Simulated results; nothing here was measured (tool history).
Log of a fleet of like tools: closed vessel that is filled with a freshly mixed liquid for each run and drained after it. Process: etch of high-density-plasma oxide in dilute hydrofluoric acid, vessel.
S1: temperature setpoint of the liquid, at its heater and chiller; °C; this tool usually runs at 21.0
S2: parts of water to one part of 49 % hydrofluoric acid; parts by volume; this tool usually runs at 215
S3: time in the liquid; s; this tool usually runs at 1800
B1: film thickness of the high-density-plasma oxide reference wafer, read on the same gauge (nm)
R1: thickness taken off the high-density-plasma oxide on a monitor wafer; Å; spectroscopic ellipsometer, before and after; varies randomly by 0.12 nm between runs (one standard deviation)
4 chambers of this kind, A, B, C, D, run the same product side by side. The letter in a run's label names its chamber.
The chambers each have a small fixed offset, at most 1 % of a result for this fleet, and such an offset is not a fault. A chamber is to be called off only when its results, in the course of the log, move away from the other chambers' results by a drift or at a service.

-- hour=0.4 chamber B: hydrofluoric acid flow meter replaced
run 1D hour=7.1 | S1=21.0 S2=215 S3=1800 | B1=120.01 | R1=337.61
-- hour=7.4 chamber B: thermometer replaced
run 2C hour=11.9 | S1=21.0 S2=215 S3=1800 | B1=120.00 | R1=335.90
run 3A hour=16.1 | S1=21.0 S2=215 S3=1800 | B1=120.00 | R1=333.26
-- hour=17.3 chamber C: thermometer replaced
run 4B hour=21.8 | S1=21.0 S2=215 S3=1800 | B1=120.00 | R1=337.49
run 5D hour=27.3 | S1=21.0 S2=215 S3=1800 | B1=119.99 | R1=334.68
run 6C hour=31.3 | S1=21.0 S2=215 S3=1800 | B1=120.00 | R1=337.54
run 7A hour=37.4 | S1=21.0 S2=215 S3=1800 | B1=120.02 | R1=330.46
run 8B hour=43.3 | S1=21.0 S2=215 S3=1800 | B1=120.02 | R1=338.40
run 9D hour=46.8 | S1=21.0 S2=215 S3=1800 | B1=119.99 | R1=335.03
run 10B hour=51.0 | S1=21.0 S2=215 S3=1800 | B1=119.99 | R1=338.43
run 11C hour=57.9 | S1=25.0 S2=215 S3=1800 | B1=120.01 | R1=389.15
run 12A hour=64.4 | S1=25.0 S2=215 S3=1800 | B1=120.02 | R1=384.05
run 13A hour=70.0 | S1=25.0 S2=215 S3=1800 | B1=120.01 | R1=383.96
run 14B hour=76.0 | S1=25.0 S2=215 S3=1800 | B1=120.02 | R1=392.50
run 15D hour=81.6 | S1=21.0 S2=215 S3=1800 | B1=120.01 | R1=336.99
run 16C hour=87.4 | S1=21.0 S2=215 S3=1800 | B1=120.00 | R1=338.23
run 17C hour=92.1 | S1=21.0 S2=215 S3=1800 | B1=119.99 | R1=336.36
run 18D hour=96.8 | S1=21.0 S2=215 S3=1800 | B1=119.99 | R1=335.51
run 19A hour=100.4 | S1=21.0 S2=215 S3=1800 | B1=120.01 | R1=328.87
run 20B hour=106.9 | S1=21.0 S2=215 S3=1800 | B1=120.01 | R1=337.81
run 21B hour=112.8 | S1=21.0 S2=215 S3=1035 | B1=119.97 | R1=193.90
run 22D hour=119.2 | S1=21.0 S2=215 S3=1035 | B1=120.01 | R1=193.53
run 23C hour=126.0 | S1=21.0 S2=215 S3=1035 | B1=120.01 | R1=191.93
run 24A hour=130.7 | S1=21.0 S2=215 S3=1035 | B1=120.00 | R1=188.03
run 25C hour=135.3 | S1=21.0 S2=215 S3=1800 | B1=119.99 | R1=336.73
run 26B hour=140.7 | S1=21.0 S2=215 S3=1800 | B1=120.00 | R1=339.54
run 27A hour=144.0 | S1=21.0 S2=215 S3=1800 | B1=120.02 | R1=328.41
run 28D hour=149.5 | S1=21.0 S2=215 S3=1800 | B1=120.02 | R1=335.42
run 29C hour=155.1 | S1=21.0 S2=215 S3=1800 | B1=119.99 | R1=335.93
run 30D hour=159.0 | S1=17.5 S2=320 S3=1800 | B1=119.99 | R1=179.34
run 31B hour=163.8 | S1=17.5 S2=320 S3=1800 | B1=119.99 | R1=180.60
run 32A hour=169.4 | S1=17.5 S2=320 S3=1800 | B1=119.96 | R1=176.15
run 33C hour=176.4 | S1=17.5 S2=320 S3=1800 | B1=120.05 | R1=178.84
run 34D hour=180.6 | S1=21.0 S2=215 S3=1800 | B1=120.00 | R1=336.17
run 35B hour=183.8 | S1=21.0 S2=215 S3=1800 | B1=120.01 | R1=339.68

What goes on in this fleet: one chamber off, a drifting gauge, or nothing beyond the chambers' own small offsets? Name the chamber and the cause, if any.

Chamber A drifts away from the others.
What lies behind it: hydrofluoric acid flow below the setpoint (%) = 1.74.
With only this log, it may be confused with: liquid colder than its thermometer reads (K).

Below are 4 candidate recipes for chamber A's next run, each the usual settings with a change, their results shown as question marks. Which of them brings A's results back in line with what the other chambers give on the usual settings?
In line means no further than this from the other chambers' mean on the usual settings: R1 4.20 Å
run 36A-1 hour=188.9 | S1=21.0 S2=215 S3=1865 | R1=?
run 36A-2 hour=188.9 | S1=21.0 S2=215 S3=1775 | R1=?
run 36A-3 hour=188.9 | S1=21.0 S2=215 S3=1745 | R1=?
run 36A-4 hour=188.9 | S1=21.0 S2=215 S3=1825 | R1=?

The other chambers' mean on the usual settings: R1 337.20 Å
run=36A-1 R1=337.96
run=36A-2 R1=321.65
run=36A-3 R1=316.22
run=36A-4 R1=330.71
The answer is 36A-1, which returns the chamber to within the allowed miss of the others.
